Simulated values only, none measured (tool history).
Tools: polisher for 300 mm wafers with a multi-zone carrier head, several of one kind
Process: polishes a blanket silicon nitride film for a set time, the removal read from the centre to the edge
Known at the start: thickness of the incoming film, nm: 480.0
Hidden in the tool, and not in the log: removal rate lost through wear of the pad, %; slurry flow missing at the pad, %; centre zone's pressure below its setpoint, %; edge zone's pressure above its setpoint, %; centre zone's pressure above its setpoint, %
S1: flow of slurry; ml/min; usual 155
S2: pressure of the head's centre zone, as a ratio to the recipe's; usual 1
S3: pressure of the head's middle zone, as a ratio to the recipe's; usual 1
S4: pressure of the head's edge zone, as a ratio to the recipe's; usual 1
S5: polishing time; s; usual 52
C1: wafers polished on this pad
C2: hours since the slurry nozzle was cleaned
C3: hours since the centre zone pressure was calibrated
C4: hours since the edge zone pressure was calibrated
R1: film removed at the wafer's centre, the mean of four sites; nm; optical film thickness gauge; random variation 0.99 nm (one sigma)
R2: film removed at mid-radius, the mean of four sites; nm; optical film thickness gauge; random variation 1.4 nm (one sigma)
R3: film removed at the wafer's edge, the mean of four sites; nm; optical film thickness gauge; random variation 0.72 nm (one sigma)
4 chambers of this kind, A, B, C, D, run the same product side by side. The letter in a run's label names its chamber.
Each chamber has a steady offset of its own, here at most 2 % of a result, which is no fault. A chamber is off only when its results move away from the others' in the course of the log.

run,hour,S1,S2,S3,S4,S5,C1,C2,C3,C4,R1,R2,R3
1C,4.5,155,1,1,1,52,791,14.3,368.4,253,98.5,96.356,96.997
2B,11.1,155,1,1,1,52,740,77.5,371.7,925.9,100.95,96.949,99.486
3D,14.3,155,1,1,1,52,260,337.9,76.5,476,98.612,96.864,98.325
# hour 14.9: chamber C: worn pad replaced by a new one
4A,18,155,1,1,1,52,728,430.9,1073.9,805.5,96.437,99.381,98.318
5D,22.6,155,1,1,1,52,349,346.2,84.8,484.3,98.509,97.692,98.031
6C,28,155,1,1,1,67,140,37.8,391.9,276.5,127.35,124.8,126.98
7B,32.3,155,1,1,1,67,967,98.7,392.9,947.1,131.69,128.09,128.21
# hour 36.3: chamber B: worn pad replaced by a new one
8A,36.3,155,1,1,1,67,924,449.2,1092.2,823.8,125.78,126.38,125.72
9A,41.4,155,1,1,1,67,979,454.3,1097.3,828.9,123.13,123.96,126.5
# hour 43.4: chamber A: worn pad replaced by a new one
10B,44.7,155,1,1,1,52,90,111.1,405.3,959.5,100.36,100,100.67
# hour 48.7: chamber D: worn pad replaced by a new one
# hour 51: chamber D: edge zone pressure recalibrated
# hour 51: chamber A: slurry nozzle cleaned
11C,51.3,155,1,1,1,52,390,61.1,415.2,299.8,98.193,94.874,97.714
12D,55.4,155,1,1,1,52,72,379,117.6,4.5,98.985,99.51,98.202
# hour 57.4: chamber A: edge zone pressure recalibrated
13C,59,155,1,0.95,1,52,472,68.8,422.9,307.5,97.626,94.773,98.743
# hour 59.3: chamber A: centre zone pressure recalibrated
14D,64.9,155,1,0.95,1,52,174,388.5,127.1,14,98.398,95.112,99.484
15B,70,155,1,0.95,1,52,361,136.4,430.6,984.8,98.569,94.69,100.02
16A,75,155,1,0.95,1,52,338,24,15.7,17.6,90.749,92.973,98.905
17D,79.6,185,1,1,1,52,331,403.2,141.8,28.7,101.93,99.321,101.29
18C,83.3,185,1,1,1,52,732,93.1,447.2,331.8,100.73,100.67,99.569
19A,88.5,185,1,1,1,52,483,37.5,29.2,31.1,95.244,102.49,101.45
20B,92.6,185,1,1,1,52,602,159,453.2,1007.4,104.89,102.07,100.99
21A,96.3,155,1,1,1,52,566,45.3,37,38.9,89.438,99.76,98.234
22B,100.9,155,1,1,1,52,691,167.3,461.5,1015.7,100.45,100.45,98.665
# hour 103.8: chamber C: worn pad replaced by a new one
23C,105.5,155,1,1,1,52,19,115.3,469.4,354,97.885,99.207,98.857
# hour 112: chamber D: worn pad replaced by a new one
24D,112.2,155,1,1,1,52,2,435.8,174.4,61.3,98.467,100.11,99.344
25D,117.5,155,1,1,1,52,59,441.1,179.7,66.6,99.643,99.861,98.169
26C,120.4,115,1,1,1,52,178,130.2,484.3,368.9,89.316,90.649,94.092
27B,125.8,115,1,1,1,52,957,192.2,486.4,1040.6,93.464,90.952,94.319
28A,131,115,1,1,1,52,937,80,71.7,73.6,83.421,90.524,94.628
29D,136.1,115,1,1,1,52,258,459.7,198.3,85.2,90.87,91.576,94.964
30C,140,155,1,1,1,52,387,149.8,503.9,388.5,97.997,96.138,99.792
# hour 141.9: chamber B: worn pad replaced by a new one
31A,145.1,155,1,1,1,52,1088,94.1,85.8,87.7,89.84,95.786,97.566
32B,148.6,155,1,1,1,52,72,215,509.2,1063.4,100.26,97.368,99.034
33B,152,155,0.9,1,1,45,108,218.4,512.6,1066.8,76.711,87.235,86.572

What goes on in this fleet: one chamber off, a drifting gauge, or nothing beyond the chambers' own small offsets? Name the chamber and the cause, if any.

A service left chamber A off against the others.
Cause: centre zone's pressure below its setpoint, % = 6.28.

Here are 4 candidates for chamber A's next run, each the usual settings with a change, their results left as question marks. Which one brings its results back in line with what the others give on the usual settings?
In line means no further than this from the other chambers' mean on the usual settings: R1 3.5 nm; R2 4.8 nm; R3 2.5 nm
34A-1,156.8,150,0.94,1.02,1.02,51,,,,,?,?,?
34A-2,156.8,160,1.06,0.98,0.98,53,,,,,?,?,?
34A-3,156.8,155,1.02,1,0.99,52,,,,,?,?,?
34A-4,156.8,155,0.98,1,1.01,52,,,,,?,?,?

The other chambers' mean on the usual settings: R1 98.952 nm; R2 98.686 nm; R3 98.796 nm
run,R1,R2,R3
34A-1,82.119,97.388,96.711
34A-2,98.91,98.724,99.327
34A-3,92.386,98.097,97.533
34A-4,88.342,98.115,98.561
34A-2 brings the chamber back in line.
